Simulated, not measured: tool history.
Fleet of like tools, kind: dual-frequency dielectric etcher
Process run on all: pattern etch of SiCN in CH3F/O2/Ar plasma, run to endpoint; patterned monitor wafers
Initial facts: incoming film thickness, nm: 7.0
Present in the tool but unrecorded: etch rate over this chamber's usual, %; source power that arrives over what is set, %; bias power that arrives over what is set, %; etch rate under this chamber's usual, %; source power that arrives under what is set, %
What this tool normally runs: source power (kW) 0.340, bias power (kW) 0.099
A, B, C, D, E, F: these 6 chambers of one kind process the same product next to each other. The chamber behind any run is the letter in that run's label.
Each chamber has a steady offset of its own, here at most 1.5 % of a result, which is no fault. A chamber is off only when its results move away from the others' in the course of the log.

run   hour  source power (kW)  bias power (kW)  hours since the last wet clean  hours since the last source power generator calibration  hours since the last bias power generator calibration  endpoint time (s)
 1D    8.4              0.340            0.099                           331.3                                                    859.0                                                  715.0             17.637
 2C   18.8              0.340            0.099                           336.5                                                   2369.0                                                  188.3             17.777
 3F   24.9              0.340            0.099                           324.4                                                   3801.4                                                 1591.0             17.809
 4A   31.3              0.340            0.099                           166.7                                                   1434.2                                                 2306.2             17.366
 5E   39.3              0.270            0.099                           233.0                                                    186.2                                                 2159.8             19.479
 6B   44.0              0.270            0.099                           209.0                                                    660.9                                                  287.6             19.221
 7B   53.9              0.270            0.099                           218.9                                                    670.8                                                  297.5             19.175
 8C   60.6              0.270            0.099                           378.3                                                   2410.8                                                  230.1             19.271
      61.5  -- chamber F: wet clean of the chamber
 9A   70.7              0.270            0.099                           206.1                                                   1473.6                                                 2345.6             18.877
10F   76.4              0.270            0.099                            14.9                                                   3852.9                                                 1642.5             19.303
11D   81.7              0.340            0.099                           404.6                                                    932.3                                                  788.3             17.622
12E   88.7              0.340            0.099                           282.4                                                    235.6                                                 2209.2             17.803
13E   99.1              0.340            0.099                           292.8                                                    246.0                                                 2219.6             17.711
14D  108.1              0.340            0.099                           431.0                                                    958.7                                                  814.7             17.525
15C  115.8              0.340            0.099                           433.5                                                   2466.0                                                  285.3             17.707
     122.8  -- chamber F: source power generator calibrated
16A  124.6              0.340            0.099                           260.0                                                   1527.5                                                 2399.5             17.342
17F  132.6              0.340            0.099                            71.1                                                      9.8                                                 1698.7             17.594
18B  137.4              0.340            0.099                           302.4                                                    754.3                                                  381.0             17.557
19C  147.7              0.340            0.099                           465.4                                                   2497.9                                                  317.2             17.890
     149.9  -- chamber E: bias power generator calibrated
20F  156.4              0.340            0.099                            94.9                                                     33.6                                                 1722.5             17.625
21D  161.4              0.340            0.099                           484.3                                                   1012.0                                                  868.0             17.658
22B  166.7              0.340            0.099                           331.7                                                    783.6                                                  410.3             17.639
23E  172.6              0.340            0.099                           366.3                                                    319.5                                                   22.8             17.838
24A  181.4              0.380            0.079                           316.8                                                   1584.3                                                 2456.3             18.007
25F  190.9              0.380            0.079                           129.4                                                     68.1                                                 1757.0             18.477
26E  200.6              0.380            0.079                           394.3                                                    347.5                                                   50.8             18.480
27D  206.6              0.380            0.079                           529.5                                                   1057.2                                                  913.2             18.488
28A  214.8              0.380            0.079                           350.2                                                   1617.7                                                 2489.7             17.986
29B  219.4              0.380            0.079                           384.4                                                    836.3                                                  463.0             18.466
30C  225.1              0.340            0.099                           542.8                                                   2575.3                                                  394.6             18.208
31F  232.1              0.340            0.099                           170.6                                                    109.3                                                 1798.2             17.619
32D  238.5              0.340            0.099                           561.4                                                   1089.1                                                  945.1             17.661
33B  245.1              0.300            0.114                           410.1                                                    862.0                                                  488.7             17.319
34C  250.8              0.300            0.114                           568.5                                                   2601.0                                                  420.3             18.236
35A  257.2              0.300            0.114                           392.6                                                   1660.1                                                 2532.1             17.249
36E  266.2              0.300            0.114                           459.9                                                    413.1                                                  116.4             17.703
37B  271.0              0.300            0.114                           436.0                                                    887.9                                                  514.6             17.416
38F  280.2              0.300            0.114                           218.7                                                    157.4                                                 1846.3             17.560
39C  287.1              0.340            0.099                           604.8                                                   2637.3                                                  456.6             18.620
40A  291.6              0.340            0.099                           427.0                                                   1694.5                                                 2566.5             17.311

Which is it: a chamber that has drifted or been left off by a service, a gauge drift common to all chambers, or only each chamber's usual small offset? If a chamber is off, name it and its likeliest cause.

It is chamber C that slowly wanders off from its peers.
Likeliest cause: etch rate under this chamber's usual, % = 5.3.

Here are 4 candidates for chamber C's next run, each the usual settings with a change, their results left as question marks. Which one brings its results back in line with what the others give on the usual settings?
To be in line, a result may differ from the other chambers' mean on the usual settings by at most: endpoint time (s) 0.250
41C-1  299.1              0.370            0.108                                                                                                                                                                  ?
41C-2  299.1              0.340            0.090                                                                                                                                                                  ?
41C-3  299.1              0.370            0.099                                                                                                                                                                  ?
41C-4  299.1              0.340            0.083                                                                                                                                                                  ?

What the other chambers average on the usual settings: endpoint time (s) 17.598
  run  endpoint time (s)
41C-1             17.539
41C-2             19.367
41C-3             18.121
41C-4             19.947
It is 41C-1 that realigns the chamber with its peers.
